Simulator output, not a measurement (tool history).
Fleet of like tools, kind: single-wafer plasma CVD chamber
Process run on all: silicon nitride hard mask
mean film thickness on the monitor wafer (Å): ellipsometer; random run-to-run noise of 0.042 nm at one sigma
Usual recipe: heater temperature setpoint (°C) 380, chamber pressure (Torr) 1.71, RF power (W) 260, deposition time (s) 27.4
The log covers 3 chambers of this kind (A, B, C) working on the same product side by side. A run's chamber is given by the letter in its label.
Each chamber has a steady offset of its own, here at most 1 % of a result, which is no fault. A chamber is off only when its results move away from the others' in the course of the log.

run,hour,heater temperature setpoint (°C),chamber pressure (Torr),RF power (W),deposition time (s),hours since the last thermocouple change,hours since the last RF generator calibration,hours since the last manometer calibration,"read-back reference wafer on the same gauge, thickness_nm",mean film thickness on the monitor wafer (Å)
# hour 4.4: chamber C: capacitance manometer re-zeroed and calibrated
1C,11.5,380,1.71,260,27.4,2530.3,1063.6,7.1,24.904,292.44
2B,18.3,380,1.71,260,27.4,1490.3,284.5,139,24.902,290.84
3A,33.6,380,1.71,260,27.4,626.1,544.9,1315.2,24.923,297.01
4A,48.4,380,1.71,260,27.4,640.9,559.7,1330,24.928,296.72
5C,63.9,380,1.39,260,29.6,2582.7,1116,59.5,24.934,298.35
6B,76.6,380,1.39,260,29.6,1548.6,342.8,197.3,24.935,297.45
7B,88.8,380,1.39,260,29.6,1560.8,355,209.5,24.953,296.9
8A,95.5,380,1.71,260,27.4,688,606.8,1377.1,24.953,296.74
# hour 101.1: chamber C: RF generator calibrated
9C,105.5,380,1.71,260,27.4,2624.3,4.4,101.1,24.942,292.97
10B,120,380,1.71,260,27.4,1592,386.2,240.7,24.956,291.73
11A,131.9,380,1.71,260,27.4,724.4,643.2,1413.5,24.965,296.53
12C,141.4,380,1.71,260,27.4,2660.2,40.3,137,24.971,292.67
# hour 143.1: chamber C: thermocouple changed; heater temperature recalibrated
13B,155.5,380,1.71,260,22.6,1627.5,421.7,276.2,24.986,241.39
14C,166.6,380,1.71,260,22.6,23.5,65.5,162.2,24.966,241.81
15A,181.7,380,1.71,260,22.6,774.2,693,1463.3,24.987,245.01
16A,190.1,380,1.71,300,27.4,782.6,701.4,1471.7,24.991,327.95
17B,199.9,380,1.71,300,27.4,1671.9,466.1,320.6,25.001,322.66
18C,213.1,380,1.71,300,27.4,70,112,208.7,25.007,323.46
19A,225.3,380,1.71,260,27.4,817.8,736.6,1506.9,25.012,297.2
20B,240.4,380,1.71,260,27.4,1712.4,506.6,361.1,25.012,293.61
21C,248.4,380,1.71,260,27.4,105.3,147.3,244,25.025,293.74
22A,256.2,380,1.71,260,27.4,848.7,767.5,1537.8,25.029,297.37
23C,265.2,380,1.71,260,27.4,122.1,164.1,260.8,25.022,294.2
24B,271.9,380,1.71,260,27.4,1743.9,538.1,392.6,25.033,293.42
25B,280.7,380,1.71,260,27.4,1752.7,546.9,401.4,25.046,293.29
26A,288.3,380,1.71,260,27.4,880.8,799.6,1569.9,25.031,297.83
27C,297.3,380,1.71,260,27.4,154.2,196.2,292.9,25.052,294.62

All chambers now run identical settings, listed one chamber a line with results as question marks. What results will each chamber show?
28A,308.4,380,1.71,260,27.4,,,,,?
28B,308.4,380,1.71,260,27.4,,,,,?
28C,308.4,380,1.71,260,27.4,,,,,?

run,mean film thickness on the monitor wafer (Å)
28A,298.2
28B,293.22
28C,294.18
